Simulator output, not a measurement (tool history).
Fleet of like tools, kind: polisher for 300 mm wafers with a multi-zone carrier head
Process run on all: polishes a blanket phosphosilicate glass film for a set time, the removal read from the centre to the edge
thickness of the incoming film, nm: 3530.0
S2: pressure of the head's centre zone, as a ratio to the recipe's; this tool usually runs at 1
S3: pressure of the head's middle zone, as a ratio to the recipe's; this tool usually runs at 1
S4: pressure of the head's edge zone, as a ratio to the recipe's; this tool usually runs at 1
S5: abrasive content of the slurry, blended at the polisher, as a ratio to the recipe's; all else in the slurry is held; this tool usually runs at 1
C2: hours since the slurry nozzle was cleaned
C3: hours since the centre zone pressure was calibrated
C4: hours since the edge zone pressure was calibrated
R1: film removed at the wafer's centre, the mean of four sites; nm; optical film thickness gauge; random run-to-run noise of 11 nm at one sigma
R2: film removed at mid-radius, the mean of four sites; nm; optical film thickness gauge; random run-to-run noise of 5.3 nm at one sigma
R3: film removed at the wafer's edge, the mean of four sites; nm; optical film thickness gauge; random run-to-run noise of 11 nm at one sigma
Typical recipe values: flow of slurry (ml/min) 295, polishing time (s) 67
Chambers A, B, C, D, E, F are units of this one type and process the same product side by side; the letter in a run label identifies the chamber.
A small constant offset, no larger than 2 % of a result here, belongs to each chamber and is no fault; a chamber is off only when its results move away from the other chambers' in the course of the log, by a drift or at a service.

-- day=0.238 chamber D: worn pad replaced by a new one
run 1D day=0.546 | flow_of_slurry_(ml/min)=295 S2=1 S3=1 S4=1 S5=1 polishing_time_(s)=67 | wafers_polished_on_this_pad=68 C2=24.9 C3=154.8 C4=1009.1 | R1=747.29 R2=746.92 R3=769.48
run 2B day=1.079 | flow_of_slurry_(ml/min)=295 S2=1 S3=1 S4=1 S5=1 polishing_time_(s)=67 | wafers_polished_on_this_pad=532 C2=288.8 C3=560.2 C4=335 | R1=768.82 R2=746.73 R3=770.25
-- day=1.325 chamber B: worn pad replaced by a new one
run 3C day=1.454 | flow_of_slurry_(ml/min)=295 S2=1 S3=1 S4=1 S5=1 polishing_time_(s)=67 | wafers_polished_on_this_pad=544 C2=451.5 C3=1155.1 C4=951.3 | R1=763.55 R2=754.07 R3=759.07
-- day=1.808 chamber C: edge zone pressure recalibrated
run 4A day=1.854 | flow_of_slurry_(ml/min)=295 S2=1 S3=1 S4=1 S5=1 polishing_time_(s)=67 | wafers_polished_on_this_pad=1439 C2=89.7 C3=925 C4=108.9 | R1=750.54 R2=755.83 R3=758.06
-- day=2.162 chamber A: worn pad replaced by a new one
run 5F day=2.342 | flow_of_slurry_(ml/min)=295 S2=1.09 S3=1.11 S4=1 S5=1 polishing_time_(s)=67 | wafers_polished_on_this_pad=539 C2=114.9 C3=706.2 C4=437.8 | R1=816.28 R2=817.84 R3=754.91
run 6E day=2.875 | flow_of_slurry_(ml/min)=295 S2=1.09 S3=1.11 S4=1 S5=1 polishing_time_(s)=67 | wafers_polished_on_this_pad=649 C2=203.7 C3=576.9 C4=656.3 | R1=824.02 R2=836.11 R3=769.71
-- day=3.096 chamber D: edge zone pressure recalibrated
run 7B day=3.258 | flow_of_slurry_(ml/min)=295 S2=1.09 S3=1.11 S4=1 S5=1 polishing_time_(s)=67 | wafers_polished_on_this_pad=431 C2=341.1 C3=612.5 C4=387.3 | R1=842.97 R2=839 R3=757.11
-- day=3.321 chamber B: edge zone pressure recalibrated
run 8D day=3.625 | flow_of_slurry_(ml/min)=295 S2=1.09 S3=1.11 S4=1 S5=1 polishing_time_(s)=67 | wafers_polished_on_this_pad=755 C2=98.8 C3=228.7 C4=12.7 | R1=829.58 R2=814.53 R3=748.76
run 9C day=3.996 | flow_of_slurry_(ml/min)=295 S2=1.09 S3=1.11 S4=1 S5=1 polishing_time_(s)=67 | wafers_polished_on_this_pad=1111 C2=512.5 C3=1216.1 C4=52.6 | R1=866.24 R2=832.89 R3=775.57
-- day=4.412 chamber B: worn pad replaced by a new one
-- day=4.483 chamber E: worn pad replaced by a new one
-- day=4.5 chamber E: slurry nozzle cleaned
run 10E day=4.517 | flow_of_slurry_(ml/min)=295 S2=1.09 S3=1.11 S4=1 S5=1 polishing_time_(s)=67 | wafers_polished_on_this_pad=7 C2=0.4 C3=616.3 C4=695.7 | R1=844.39 R2=836.77 R3=745.3
run 11A day=4.846 | flow_of_slurry_(ml/min)=295 S2=1 S3=1 S4=1 S5=1 polishing_time_(s)=67 | wafers_polished_on_this_pad=598 C2=161.5 C3=996.8 C4=180.7 | R1=748.55 R2=760.85 R3=758.13
-- day=5.033 chamber C: centre zone pressure recalibrated
run 12F day=5.246 | flow_of_slurry_(ml/min)=295 S2=1 S3=1 S4=1 S5=1 polishing_time_(s)=67 | wafers_polished_on_this_pad=1186 C2=184.6 C3=775.9 C4=507.5 | R1=743.14 R2=740.27 R3=736.67
-- day=5.462 chamber D: worn pad replaced by a new one
-- day=5.508 chamber C: worn pad replaced by a new one
run 13F day=5.583 | flow_of_slurry_(ml/min)=295 S2=1 S3=1 S4=1 S5=1 polishing_time_(s)=67 | wafers_polished_on_this_pad=1262 C2=192.7 C3=784 C4=515.6 | R1=731.44 R2=738.64 R3=750.22
-- day=5.988 chamber F: worn pad replaced by a new one
run 14A day=6.075 | flow_of_slurry_(ml/min)=295 S2=1 S3=1 S4=1 S5=1 polishing_time_(s)=67 | wafers_polished_on_this_pad=872 C2=191 C3=1026.3 C4=210.2 | R1=745.7 R2=748.07 R3=769.29
run 15E day=6.583 | flow_of_slurry_(ml/min)=295 S2=1 S3=1 S4=1 S5=1 polishing_time_(s)=67 | wafers_polished_on_this_pad=468 C2=50 C3=665.9 C4=745.3 | R1=736.5 R2=763.33 R3=766.77
run 16C day=7.05 | flow_of_slurry_(ml/min)=295 S2=1 S3=1 S4=1 S5=1 polishing_time_(s)=67 | wafers_polished_on_this_pad=344 C2=585.8 C3=48.5 C4=125.9 | R1=767.08 R2=754.98 R3=748.83
run 17B day=7.554 | flow_of_slurry_(ml/min)=295 S2=1 S3=1 S4=1 S5=1 polishing_time_(s)=67 | wafers_polished_on_this_pad=701 C2=444.2 C3=715.6 C4=101.6 | R1=759.87 R2=749.62 R3=761.63
-- day=7.583 chamber B: worn pad replaced by a new one
run 18D day=8.079 | flow_of_slurry_(ml/min)=295 S2=1 S3=1 S4=1 S5=1 polishing_time_(s)=67 | wafers_polished_on_this_pad=583 C2=205.7 C3=335.6 C4=119.6 | R1=744.21 R2=757.15 R3=752.09
-- day=8.217 chamber E: worn pad replaced by a new one
run 19A day=8.504 | flow_of_slurry_(ml/min)=295 S2=1 S3=1 S4=1 S5=1 polishing_time_(s)=67 | wafers_polished_on_this_pad=1414 C2=249.3 C3=1084.6 C4=268.5 | R1=742.24 R2=750.56 R3=759.66
-- day=8.75 chamber A: worn pad replaced by a new one
run 20B day=8.917 | flow_of_slurry_(ml/min)=295 S2=1 S3=1 S4=1 S5=1 polishing_time_(s)=67 | wafers_polished_on_this_pad=297 C2=476.9 C3=748.3 C4=134.3 | R1=753.97 R2=755.8 R3=762.52
-- day=9.017 chamber C: slurry nozzle cleaned
run 21F day=9.292 | flow_of_slurry_(ml/min)=295 S2=1 S3=1 S4=1 S5=1 polishing_time_(s)=67 | wafers_polished_on_this_pad=736 C2=281.7 C3=873 C4=604.6 | R1=732.36 R2=733.96 R3=740.03
-- day=9.317 chamber A: centre zone pressure recalibrated
run 22E day=9.588 | flow_of_slurry_(ml/min)=295 S2=1 S3=1 S4=1 S5=1 polishing_time_(s)=67 | wafers_polished_on_this_pad=305 C2=122.1 C3=738 C4=817.4 | R1=759.16 R2=750.92 R3=770.62
run 23D day=10 | flow_of_slurry_(ml/min)=295 S2=1 S3=1 S4=1 S5=1 polishing_time_(s)=67 | wafers_polished_on_this_pad=1011 C2=251.8 C3=381.7 C4=165.7 | R1=732.09 R2=742.09 R3=750.12
run 24C day=10.354 | flow_of_slurry_(ml/min)=295 S2=1 S3=1 S4=1 S5=1 polishing_time_(s)=67 | wafers_polished_on_this_pad=1080 C2=32.1 C3=127.8 C4=205.2 | R1=744.08 R2=761.9 R3=776.39
-- day=10.592 chamber D: worn pad replaced by a new one
run 25C day=10.758 | flow_of_slurry_(ml/min)=295 S2=1 S3=1 S4=1 S5=1 polishing_time_(s)=67 | wafers_polished_on_this_pad=1170 C2=41.8 C3=137.5 C4=214.9 | R1=742.56 R2=754.16 R3=757.55
-- day=11.117 chamber B: worn pad replaced by a new one
-- day=11.154 chamber C: worn pad replaced by a new one
run 26E day=11.154 | flow_of_slurry_(ml/min)=295 S2=1 S3=1 S4=1 S5=1 polishing_time_(s)=67 | wafers_polished_on_this_pad=654 C2=159.7 C3=775.6 C4=855 | R1=766.79 R2=762.96 R3=748.4
run 27D day=11.658 | flow_of_slurry_(ml/min)=295 S2=1 S3=1 S4=1 S5=1 polishing_time_(s)=67 | wafers_polished_on_this_pad=237 C2=291.6 C3=421.5 C4=205.5 | R1=735.69 R2=738.44 R3=756.3
-- day=11.875 chamber E: worn pad replaced by a new one
run 28F day=11.967 | flow_of_slurry_(ml/min)=295 S2=1 S3=1 S4=1 S5=1 polishing_time_(s)=67 | wafers_polished_on_this_pad=1333 C2=345.9 C3=937.2 C4=668.8 | R1=755.65 R2=739 R3=727.17
run 29A day=12.267 | flow_of_slurry_(ml/min)=295 S2=1 S3=1 S4=1 S5=1 polishing_time_(s)=67 | wafers_polished_on_this_pad=784 C2=339.6 C3=70.9 C4=358.8 | R1=828.87 R2=750.02 R3=752.23
-- day=12.342 chamber D: slurry nozzle cleaned
run 30B day=12.692 | flow_of_slurry_(ml/min)=295 S2=1 S3=1 S4=1 S5=1 polishing_time_(s)=67 | wafers_polished_on_this_pad=351 C2=567.5 C3=838.9 C4=224.9 | R1=759.25 R2=754.4 R3=763.08
-- day=12.883 chamber D: centre zone pressure recalibrated
run 31E day=13.05 | flow_of_slurry_(ml/min)=295 S2=1 S3=1 S4=1 S5=1 polishing_time_(s)=67 | wafers_polished_on_this_pad=262 C2=205.2 C3=821.1 C4=900.5 | R1=761.25 R2=760.93 R3=757.61
-- day=13.292 chamber F: worn pad replaced by a new one
run 32D day=13.433 | flow_of_slurry_(ml/min)=295 S2=1 S3=1 S4=1 S5=1.3 polishing_time_(s)=67 | wafers_polished_on_this_pad=633 C2=26.2 C3=13.2 C4=248.1 | R1=825.64 R2=826.24 R3=843.32
run 33C day=13.871 | flow_of_slurry_(ml/min)=295 S2=1 S3=1 S4=1 S5=1.3 polishing_time_(s)=67 | wafers_polished_on_this_pad=605 C2=116.5 C3=212.2 C4=289.6 | R1=845.95 R2=845.26 R3=828.28
-- day=13.958 chamber B: worn pad replaced by a new one
run 34A day=14.117 | flow_of_slurry_(ml/min)=295 S2=1 S3=1 S4=1 S5=1.3 polishing_time_(s)=67 | wafers_polished_on_this_pad=1196 C2=384 C3=115.3 C4=403.2 | R1=922.21 R2=850.65 R3=847.31
run 35F day=14.608 | flow_of_slurry_(ml/min)=295 S2=1 S3=1 S4=1 S5=1.3 polishing_time_(s)=67 | wafers_polished_on_this_pad=293 C2=409.3 C3=1000.6 C4=732.2 | R1=830.44 R2=830.03 R3=835.94
run 36B day=14.992 | flow_of_slurry_(ml/min)=295 S2=1 S3=1 S4=1 S5=1.3 polishing_time_(s)=67 | wafers_polished_on_this_pad=230 C2=622.7 C3=894.1 C4=280.1 | R1=850.8 R2=841.66 R3=848.92
run 37C day=15.433 | flow_of_slurry_(ml/min)=295 S2=1 S3=1 S4=1 S5=1.3 polishing_time_(s)=67 | wafers_polished_on_this_pad=953 C2=154 C3=249.7 C4=327.1 | R1=869.5 R2=845.65 R3=831.99

Has any chamber moved away from the others, gradually or after a service, or does the common gauge drift, or do the chambers differ only by their own small steady offsets? State the chamber and the most likely cause if one applies.

Chamber A came out of a service off from its peers and stayed that way.
Most likely cause: centre zone's pressure above its setpoint, % = 10.3.

Here are 4 candidates for chamber A's next run, each the usual settings with a change, their results left as question marks. Which one brings its results back in line with what the others give on the usual settings?
In-line tolerance around the mean of the other chambers on the usual settings: R1 38 nm; R2 19 nm; R3 37 nm
run 38A-1 day=15.829 | flow_of_slurry_(ml/min)=305 S2=1.15 S3=0.97 S4=0.95 S5=1 polishing_time_(s)=69 | R1=? R2=? R3=?
run 38A-2 day=15.829 | flow_of_slurry_(ml/min)=290 S2=0.92 S3=1.01 S4=1.03 S5=1 polishing_time_(s)=66 | R1=? R2=? R3=?
run 38A-3 day=15.829 | flow_of_slurry_(ml/min)=300 S2=1.08 S3=0.99 S4=0.97 S5=1 polishing_time_(s)=68 | R1=? R2=? R3=?
run 38A-4 day=15.829 | flow_of_slurry_(ml/min)=285 S2=0.87 S3=1.02 S4=1.05 S5=1 polishing_time_(s)=66 | R1=? R2=? R3=?

What the other chambers average on the usual settings: R1 751.97 nm; R2 750.39 nm; R3 754.39 nm
run=38A-1 R1=998.22 R2=753.54 R3=756.68
run=38A-2 R1=743.47 R2=745.48 R3=751.2
run=38A-3 R1=917.21 R2=755.85 R3=752.49
run=38A-4 R1=697.28 R2=751.18 R3=757.7
38A-2 puts the chamber back in line with the other chambers.
